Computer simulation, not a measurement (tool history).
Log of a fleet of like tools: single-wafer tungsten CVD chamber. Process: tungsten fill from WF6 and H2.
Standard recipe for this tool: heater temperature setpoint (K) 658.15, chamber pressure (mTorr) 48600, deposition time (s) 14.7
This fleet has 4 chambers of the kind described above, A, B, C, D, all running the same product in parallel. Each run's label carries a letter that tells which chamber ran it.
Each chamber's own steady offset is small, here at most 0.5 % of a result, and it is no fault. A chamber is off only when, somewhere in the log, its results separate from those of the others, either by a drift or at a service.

| run | hour | heater temperature setpoint (K) | chamber pressure (mTorr) | deposition time (s) | read-back reference wafer on the same gauge, thickness_nm | mean film thickness on the monitor wafer (nm) |
|---|---|---|---|---|---|---|
| 1B | 5.7 | 658.15 | 48600 | 14.7 | 32.63 | 40.288 |
| 2D | 13 | 658.15 | 48600 | 14.7 | 32.615 | 40.128 |
| 3A | 18.9 | 658.15 | 48600 | 14.7 | 32.575 | 40 |
| 4C | 25.2 | 658.15 | 48600 | 14.7 | 32.667 | 39.824 |
| 5D | 29.3 | 658.15 | 48600 | 14.7 | 32.617 | 40.41 |
| 6A | 34.2 | 658.15 | 59800 | 14.7 | 32.605 | 43.714 |
| 7B | 41.2 | 658.15 | 59800 | 14.7 | 32.649 | 44.12 |
| 8C | 45.6 | 658.15 | 59800 | 14.7 | 32.544 | 43.766 |
| 9D | 51.9 | 658.15 | 59800 | 14.7 | 32.552 | 43.395 |
| 10B | 58.5 | 658.15 | 48600 | 14.7 | 32.58 | 40.297 |
| 11A | 64.3 | 658.15 | 48600 | 14.7 | 32.611 | 39.708 |
| 12C | 71.7 | 658.15 | 58100 | 14.7 | 32.583 | 43.069 |
| 13B | 78.5 | 658.15 | 58100 | 14.7 | 32.659 | 43.457 |
| 14D | 83.6 | 658.15 | 58100 | 14.7 | 32.61 | 42.99 |
| 15A | 86.8 | 658.15 | 58100 | 14.7 | 32.546 | 42.959 |
| 16C | 93.9 | 658.15 | 48600 | 14.7 | 32.64 | 39.821 |
| 17A | 99.8 | 658.15 | 48600 | 14.7 | 32.606 | 39.621 |
| 18C | 105.6 | 658.15 | 48600 | 14.7 | 32.611 | 40.308 |
| 19D | 113 | 658.15 | 48600 | 14.7 | 32.548 | 40.131 |
| 20B | 117.4 | 658.15 | 40600 | 16.7 | 32.64 | 41.664 |
| 21A | 122.8 | 658.15 | 40600 | 16.7 | 32.611 | 41.698 |
| 22C | 129.6 | 658.15 | 40600 | 16.7 | 32.597 | 41.495 |
| 23D | 136.5 | 658.15 | 40600 | 16.7 | 32.616 | 41.996 |
| 24B | 141.7 | 658.15 | 48600 | 14.7 | 32.581 | 39.868 |
| 25C | 148.6 | 658.15 | 48600 | 14.7 | 32.557 | 39.94 |

Predict what each chamber gives when all 4 of them run the settings below next.
| 26A | 154 | 658.15 | 48600 | 14.7 |  | ? |
| 26B | 154 | 658.15 | 48600 | 14.7 |  | ? |
| 26C | 154 | 658.15 | 48600 | 14.7 |  | ? |
| 26D | 154 | 658.15 | 48600 | 14.7 |  | ? |

| run | mean film thickness on the monitor wafer (nm) |
|---|---|
| 26A | 40.13 |
| 26B | 40.066 |
| 26C | 39.948 |
| 26D | 39.869 |
